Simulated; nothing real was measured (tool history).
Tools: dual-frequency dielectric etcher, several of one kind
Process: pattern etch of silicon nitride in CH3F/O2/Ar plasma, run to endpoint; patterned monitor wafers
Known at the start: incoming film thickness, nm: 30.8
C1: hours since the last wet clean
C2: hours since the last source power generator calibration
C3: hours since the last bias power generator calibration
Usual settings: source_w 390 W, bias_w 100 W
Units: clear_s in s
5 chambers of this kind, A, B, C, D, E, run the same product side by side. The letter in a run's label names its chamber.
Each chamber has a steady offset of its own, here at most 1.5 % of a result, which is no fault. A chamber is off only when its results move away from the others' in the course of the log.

{"run": "1D", "day": 0.179, "source_w": 390, "bias_w": 100, "C1": 14.2, "C2": 1976.3, "C3": 1731.4, "clear_s": 39.449}
{"day": 0.358, "done": "chamber D: bias power generator calibrated"}
{"run": "2B", "day": 0.488, "source_w": 390, "bias_w": 100, "C1": 63.4, "C2": 1978.8, "C3": 1458.0, "clear_s": 39.702}
{"run": "3A", "day": 0.767, "source_w": 390, "bias_w": 100, "C1": 22.1, "C2": 924.2, "C3": 533.4, "clear_s": 40.61}
{"run": "4C", "day": 1.021, "source_w": 390, "bias_w": 100, "C1": 122.2, "C2": 1578.5, "C3": 1171.3, "clear_s": 39.1}
{"run": "5E", "day": 1.271, "source_w": 390, "bias_w": 100, "C1": 490.3, "C2": 44.5, "C3": 2187.1, "clear_s": 39.759}
{"run": "6D", "day": 1.621, "source_w": 390, "bias_w": 100, "C1": 48.8, "C2": 2010.9, "C3": 30.3, "clear_s": 39.497}
{"run": "7C", "day": 1.862, "source_w": 390, "bias_w": 100, "C1": 142.4, "C2": 1598.7, "C3": 1191.5, "clear_s": 40.322}
{"run": "8A", "day": 2.038, "source_w": 390, "bias_w": 100, "C1": 52.6, "C2": 954.7, "C3": 563.9, "clear_s": 40.764}
{"run": "9E", "day": 2.217, "source_w": 390, "bias_w": 100, "C1": 513.0, "C2": 67.2, "C3": 2209.8, "clear_s": 39.939}
{"run": "10B", "day": 2.417, "source_w": 390, "bias_w": 80, "C1": 109.7, "C2": 2025.1, "C3": 1504.3, "clear_s": 43.55}
{"run": "11A", "day": 2.775, "source_w": 390, "bias_w": 80, "C1": 70.3, "C2": 972.4, "C3": 581.6, "clear_s": 44.321}
{"run": "12D", "day": 3.033, "source_w": 390, "bias_w": 80, "C1": 82.7, "C2": 2044.8, "C3": 64.2, "clear_s": 42.941}
{"run": "13E", "day": 3.258, "source_w": 390, "bias_w": 80, "C1": 538.0, "C2": 92.2, "C3": 2234.8, "clear_s": 43.33}
{"run": "14B", "day": 3.562, "source_w": 390, "bias_w": 80, "C1": 137.2, "C2": 2052.6, "C3": 1531.8, "clear_s": 44.174}
{"run": "15C", "day": 3.767, "source_w": 390, "bias_w": 100, "C1": 188.1, "C2": 1644.4, "C3": 1237.2, "clear_s": 39.836}
{"run": "16A", "day": 4.017, "source_w": 390, "bias_w": 100, "C1": 100.1, "C2": 1002.2, "C3": 611.4, "clear_s": 41.229}
{"run": "17B", "day": 4.2, "source_w": 390, "bias_w": 100, "C1": 152.5, "C2": 2067.9, "C3": 1547.1, "clear_s": 39.992}
{"run": "18D", "day": 4.412, "source_w": 390, "bias_w": 100, "C1": 115.8, "C2": 2077.9, "C3": 97.3, "clear_s": 39.927}
{"run": "19C", "day": 4.621, "source_w": 390, "bias_w": 100, "C1": 208.6, "C2": 1664.9, "C3": 1257.7, "clear_s": 40.038}
{"run": "20E", "day": 4.858, "source_w": 390, "bias_w": 100, "C1": 576.4, "C2": 130.6, "C3": 2273.2, "clear_s": 40.309}
{"day": 5.104, "done": "chamber E: wet clean of the chamber"}
{"run": "21C", "day": 5.183, "source_w": 390, "bias_w": 100, "C1": 222.1, "C2": 1678.4, "C3": 1271.2, "clear_s": 39.774}
{"run": "22D", "day": 5.412, "source_w": 390, "bias_w": 100, "C1": 139.8, "C2": 2101.9, "C3": 121.3, "clear_s": 39.87}
{"run": "23E", "day": 5.575, "source_w": 390, "bias_w": 100, "C1": 11.3, "C2": 147.8, "C3": 2290.4, "clear_s": 40.16}
{"run": "24A", "day": 5.775, "source_w": 390, "bias_w": 81, "C1": 142.3, "C2": 1044.4, "C3": 653.6, "clear_s": 43.856}
{"run": "25B", "day": 6.012, "source_w": 390, "bias_w": 81, "C1": 196.0, "C2": 2111.4, "C3": 1590.6, "clear_s": 42.691}
{"run": "26C", "day": 6.208, "source_w": 390, "bias_w": 81, "C1": 246.7, "C2": 1703.0, "C3": 1295.8, "clear_s": 43.215}
{"run": "27E", "day": 6.408, "source_w": 390, "bias_w": 81, "C1": 31.3, "C2": 167.8, "C3": 2310.4, "clear_s": 43.314}
{"run": "28B", "day": 6.767, "source_w": 390, "bias_w": 81, "C1": 214.1, "C2": 2129.5, "C3": 1608.7, "clear_s": 43.797}
{"run": "29A", "day": 7.0, "source_w": 390, "bias_w": 100, "C1": 171.7, "C2": 1073.8, "C3": 683.0, "clear_s": 40.401}
{"run": "30D", "day": 7.254, "source_w": 390, "bias_w": 122, "C1": 184.0, "C2": 2146.1, "C3": 165.5, "clear_s": 36.498}
{"run": "31D", "day": 7.546, "source_w": 390, "bias_w": 122, "C1": 191.0, "C2": 2153.1, "C3": 172.5, "clear_s": 36.76}
{"run": "32B", "day": 7.746, "source_w": 390, "bias_w": 122, "C1": 237.6, "C2": 2153.0, "C3": 1632.2, "clear_s": 36.613}
{"run": "33A", "day": 8.075, "source_w": 390, "bias_w": 122, "C1": 197.5, "C2": 1099.6, "C3": 708.8, "clear_s": 37.453}
{"run": "34E", "day": 8.296, "source_w": 390, "bias_w": 122, "C1": 76.6, "C2": 213.1, "C3": 2355.7, "clear_s": 36.95}
{"run": "35C", "day": 8.475, "source_w": 390, "bias_w": 100, "C1": 301.1, "C2": 1757.4, "C3": 1350.2, "clear_s": 40.507}
{"run": "36C", "day": 8.704, "source_w": 390, "bias_w": 100, "C1": 306.6, "C2": 1762.9, "C3": 1355.7, "clear_s": 40.272}
{"run": "37A", "day": 9.033, "source_w": 390, "bias_w": 100, "C1": 220.5, "C2": 1122.6, "C3": 731.8, "clear_s": 40.178}
{"run": "38B", "day": 9.379, "source_w": 390, "bias_w": 100, "C1": 276.8, "C2": 2192.2, "C3": 1671.4, "clear_s": 40.59}
{"run": "39E", "day": 9.667, "source_w": 390, "bias_w": 100, "C1": 109.5, "C2": 246.0, "C3": 2388.6, "clear_s": 40.307}

What goes on in this fleet: one chamber off, a drifting gauge, or nothing beyond the chambers' own small offsets? Name the chamber and the cause, if any.

No chamber stands off beyond its own small offset, and the gauge holds steady.
